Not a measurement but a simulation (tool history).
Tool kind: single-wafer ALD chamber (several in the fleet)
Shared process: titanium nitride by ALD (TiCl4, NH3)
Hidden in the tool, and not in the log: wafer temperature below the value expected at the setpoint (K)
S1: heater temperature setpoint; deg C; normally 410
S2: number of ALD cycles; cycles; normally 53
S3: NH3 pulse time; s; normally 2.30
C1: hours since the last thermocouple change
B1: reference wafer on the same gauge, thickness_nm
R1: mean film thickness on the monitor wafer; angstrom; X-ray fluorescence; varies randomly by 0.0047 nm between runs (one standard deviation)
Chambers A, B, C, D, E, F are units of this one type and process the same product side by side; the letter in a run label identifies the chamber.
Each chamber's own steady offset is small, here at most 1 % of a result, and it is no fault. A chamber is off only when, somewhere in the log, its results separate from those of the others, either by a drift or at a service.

{"run": "1D", "hour": 7.2, "S1": 410, "S2": 53, "S3": 2.3, "C1": 168.3, "B1": 1.3795, "R1": 11.822}
{"hour": 8.5, "done": "chamber A: thermocouple changed; heater temperature recalibrated"}
{"run": "2F", "hour": 19.6, "S1": 410, "S2": 53, "S3": 2.3, "C1": 2266.1, "B1": 1.3808, "R1": 11.836}
{"run": "3B", "hour": 35.2, "S1": 410, "S2": 53, "S3": 2.3, "C1": 917.3, "B1": 1.3797, "R1": 11.693}
{"run": "4E", "hour": 44.1, "S1": 410, "S2": 53, "S3": 2.3, "C1": 265.9, "B1": 1.3797, "R1": 11.754}
{"run": "5C", "hour": 54.7, "S1": 410, "S2": 53, "S3": 2.3, "C1": 1378.4, "B1": 1.3801, "R1": 11.723}
{"run": "6A", "hour": 64.7, "S1": 410, "S2": 53, "S3": 3.04, "C1": 56.2, "B1": 1.3807, "R1": 11.747}
{"run": "7A", "hour": 77.9, "S1": 410, "S2": 53, "S3": 3.04, "C1": 69.4, "B1": 1.3814, "R1": 11.772}
{"run": "8B", "hour": 85.7, "S1": 410, "S2": 53, "S3": 3.04, "C1": 967.8, "B1": 1.3808, "R1": 11.794}
{"run": "9F", "hour": 99.5, "S1": 410, "S2": 53, "S3": 3.04, "C1": 2346.0, "B1": 1.3801, "R1": 12.04}
{"run": "10C", "hour": 113.7, "S1": 410, "S2": 53, "S3": 3.04, "C1": 1437.4, "B1": 1.3798, "R1": 11.877}
{"run": "11E", "hour": 122.2, "S1": 410, "S2": 53, "S3": 3.04, "C1": 344.0, "B1": 1.3796, "R1": 11.747}
{"run": "12D", "hour": 133.0, "S1": 410, "S2": 53, "S3": 2.3, "C1": 294.1, "B1": 1.3789, "R1": 11.772}
{"run": "13C", "hour": 145.8, "S1": 410, "S2": 53, "S3": 2.3, "C1": 1469.5, "B1": 1.3801, "R1": 11.778}
{"run": "14F", "hour": 154.9, "S1": 410, "S2": 53, "S3": 2.3, "C1": 2401.4, "B1": 1.381, "R1": 11.902}
{"hour": 156.3, "done": "chamber F: thermocouple changed; heater temperature recalibrated"}
{"run": "15E", "hour": 164.3, "S1": 410, "S2": 53, "S3": 2.3, "C1": 386.1, "B1": 1.3804, "R1": 11.698}
{"run": "16A", "hour": 174.8, "S1": 410, "S2": 53, "S3": 2.3, "C1": 166.3, "B1": 1.3805, "R1": 11.702}
{"run": "17D", "hour": 185.7, "S1": 410, "S2": 53, "S3": 2.3, "C1": 346.8, "B1": 1.379, "R1": 11.677}
{"run": "18B", "hour": 196.6, "S1": 410, "S2": 53, "S3": 2.3, "C1": 1078.7, "B1": 1.3799, "R1": 11.815}
{"run": "19E", "hour": 205.6, "S1": 410, "S2": 53, "S3": 2.3, "C1": 427.4, "B1": 1.3792, "R1": 11.612}
{"run": "20C", "hour": 218.9, "S1": 410, "S2": 53, "S3": 2.3, "C1": 1542.6, "B1": 1.3818, "R1": 11.733}
{"run": "21F", "hour": 228.8, "S1": 410, "S2": 53, "S3": 2.3, "C1": 72.6, "B1": 1.3791, "R1": 11.887}
{"run": "22B", "hour": 242.8, "S1": 410, "S2": 53, "S3": 2.3, "C1": 1124.9, "B1": 1.3792, "R1": 11.804}
{"run": "23D", "hour": 255.0, "S1": 410, "S2": 53, "S3": 2.3, "C1": 416.1, "B1": 1.3803, "R1": 11.742}
{"run": "24A", "hour": 265.8, "S1": 410, "S2": 53, "S3": 2.3, "C1": 257.3, "B1": 1.3801, "R1": 11.668}
{"run": "25C", "hour": 275.8, "S1": 410, "S2": 53, "S3": 2.3, "C1": 1599.5, "B1": 1.3785, "R1": 11.742}
{"run": "26F", "hour": 287.5, "S1": 410, "S2": 53, "S3": 2.3, "C1": 131.3, "B1": 1.3802, "R1": 11.921}
{"run": "27E", "hour": 299.5, "S1": 410, "S2": 53, "S3": 2.3, "C1": 521.3, "B1": 1.3797, "R1": 11.658}
{"run": "28D", "hour": 311.3, "S1": 410, "S2": 53, "S3": 2.3, "C1": 472.4, "B1": 1.3804, "R1": 11.772}
{"run": "29A", "hour": 323.4, "S1": 420, "S2": 53, "S3": 2.3, "C1": 314.9, "B1": 1.3795, "R1": 11.756}
{"run": "30B", "hour": 333.0, "S1": 420, "S2": 53, "S3": 2.3, "C1": 1215.1, "B1": 1.3793, "R1": 11.809}
{"run": "31A", "hour": 340.6, "S1": 420, "S2": 53, "S3": 2.3, "C1": 332.1, "B1": 1.3802, "R1": 11.827}
{"run": "32F", "hour": 347.9, "S1": 420, "S2": 53, "S3": 2.3, "C1": 191.7, "B1": 1.3803, "R1": 11.911}
{"run": "33E", "hour": 359.2, "S1": 420, "S2": 53, "S3": 2.3, "C1": 581.0, "B1": 1.3795, "R1": 11.656}
{"run": "34B", "hour": 367.0, "S1": 420, "S2": 53, "S3": 2.3, "C1": 1249.1, "B1": 1.3807, "R1": 11.757}
{"run": "35D", "hour": 377.4, "S1": 410, "S2": 53, "S3": 2.3, "C1": 538.5, "B1": 1.3806, "R1": 11.741}
{"run": "36C", "hour": 386.9, "S1": 410, "S2": 53, "S3": 2.3, "C1": 1710.6, "B1": 1.3786, "R1": 11.731}
{"run": "37B", "hour": 394.1, "S1": 410, "S2": 53, "S3": 2.3, "C1": 1276.2, "B1": 1.3812, "R1": 11.76}
{"run": "38F", "hour": 409.8, "S1": 410, "S2": 53, "S3": 2.3, "C1": 253.6, "B1": 1.3784, "R1": 11.838}
{"run": "39A", "hour": 423.7, "S1": 410, "S2": 53, "S3": 2.3, "C1": 415.2, "B1": 1.3804, "R1": 11.697}

What goes on in this fleet: one chamber off, a drifting gauge, or nothing beyond the chambers' own small offsets? Name the chamber and the cause, if any.

Beyond each chamber's small constant offset nothing stands out, and the gauge stays steady.

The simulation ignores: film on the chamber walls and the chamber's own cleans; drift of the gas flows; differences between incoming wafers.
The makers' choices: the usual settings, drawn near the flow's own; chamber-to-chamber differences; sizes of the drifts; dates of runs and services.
